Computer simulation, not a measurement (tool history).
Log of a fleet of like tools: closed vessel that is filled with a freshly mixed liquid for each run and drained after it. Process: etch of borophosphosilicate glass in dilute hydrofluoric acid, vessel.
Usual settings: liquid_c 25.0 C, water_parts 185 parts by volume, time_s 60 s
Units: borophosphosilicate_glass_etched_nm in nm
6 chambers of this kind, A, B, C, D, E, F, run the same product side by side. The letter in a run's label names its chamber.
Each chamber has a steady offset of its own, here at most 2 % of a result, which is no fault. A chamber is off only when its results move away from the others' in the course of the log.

run   hour  liquid_c  water_parts  time_s  read-back film thickness of the borophosphosilicate glass reference wafer, read on the same gauge (nm)  borophosphosilicate_glass_etched_nm
 1C    6.0      25.0          185      60                                                                                                  130.00                               16.721
       7.0  -- chamber F: hydrofluoric acid flow meter replaced
 2B   15.1      25.0          185      60                                                                                                  129.99                               16.855
 3F   21.8      25.0          185      60                                                                                                  130.01                               17.096
 4D   26.9      25.0          185      60                                                                                                  130.00                               16.795
 5E   35.6      25.0          185      60                                                                                                  129.99                               16.811
 6A   45.1      25.0          185      60                                                                                                  130.00                               16.639
 7F   54.0      20.5          185      75                                                                                                  130.00                               18.005
 8C   61.7      20.5          185      75                                                                                                  130.03                               17.623
 9E   70.8      20.5          185      75                                                                                                  129.98                               17.855
10D   78.9      20.5          185      75                                                                                                  130.02                               17.698
11A   86.2      20.5          185      75                                                                                                  130.00                               17.774
12B   95.4      20.5          185      75                                                                                                  130.01                               17.669
13C  103.5      25.0          185      60                                                                                                  130.00                               16.713
14B  112.3      25.0          185      60                                                                                                  130.01                               16.740
15F  116.6      25.0          185      60                                                                                                  130.00                               16.959
16E  120.8      25.0          185      60                                                                                                  130.03                               16.782
17D  129.2      25.0          185      60                                                                                                  129.99                               16.755
18A  138.5      25.0          185      60                                                                                                  130.01                               16.790
19C  144.8      25.0          185      60                                                                                                  130.02                               16.775
20B  149.3      25.0          185      50                                                                                                  130.01                               14.042
     158.8  -- chamber D: thermometer replaced
21E  158.8      25.0          185      50                                                                                                  130.01                               13.879
22F  163.3      25.0          185      50                                                                                                  129.97                               13.763
23D  171.8      25.0          185      50                                                                                                  130.00                               13.968
24A  180.2      25.0          185      50                                                                                                  130.01                               13.823
25B  187.8      25.0          185      50                                                                                                  130.01                               13.986
26A  194.8      25.0          185      60                                                                                                  130.00                               16.844
27E  199.5      25.0          185      60                                                                                                  129.98                               16.778
28D  204.6      22.0          115      60                                                                                                  130.01                               26.036
29C  213.3      22.0          115      60                                                                                                  130.00                               26.067
30F  221.5      22.0          115      60                                                                                                  129.99                               25.441
31A  227.8      22.0          115      60                                                                                                  129.98                               25.700
32F  235.5      22.0          115      60                                                                                                  129.99                               25.499
33E  244.2      22.0          115      60                                                                                                  130.00                               26.178
34B  250.3      25.0          185      60                                                                                                  129.99                               16.805
35D  256.9      25.0          185      60                                                                                                  130.00                               16.815
36C  261.0      25.0          185      60                                                                                                  130.01                               16.832
37D  268.9      25.0          185      60                                                                                                  129.99                               16.862
38A  273.5      25.0          185      60                                                                                                  130.00                               16.756
39E  280.5      25.0          185      60                                                                                                  129.98                               16.585
40B  286.1      25.0          185      60                                                                                                  130.02                               16.946
41C  292.9      25.0          185      60                                                                                                  129.98                               16.706

What goes on in this fleet: one chamber off, a drifting gauge, or nothing beyond the chambers' own small offsets? Name the chamber and the cause, if any.

Chamber F drifts away from the others.
Cause: liquid colder than its thermometer reads (K) = 1.61.
The log may not tell that from: hydrofluoric acid flow below the setpoint (%).

Here are 4 candidates for chamber F's next run, each the usual settings with a change, their results left as question marks. Which one brings its results back in line with what the others give on the usual settings?
In line means no further than this from the other chambers' mean on the usual settings: borophosphosilicate_glass_etched_nm 0.270 nm
42F-1  299.7      25.0          180      60                                                                                                                                            ?
42F-2  299.7      25.0          195      60                                                                                                                                            ?
42F-3  299.7      24.0          185      60                                                                                                                                            ?
42F-4  299.7      25.0          175      60                                                                                                                                            ?

The other chambers' mean on the usual settings: borophosphosilicate_glass_etched_nm 16.781 nm
  run  borophosphosilicate_glass_etched_nm
42F-1                               16.662
42F-2                               15.137
42F-3                               15.534
42F-4                               17.231
42F-1 brings the chamber back in line.
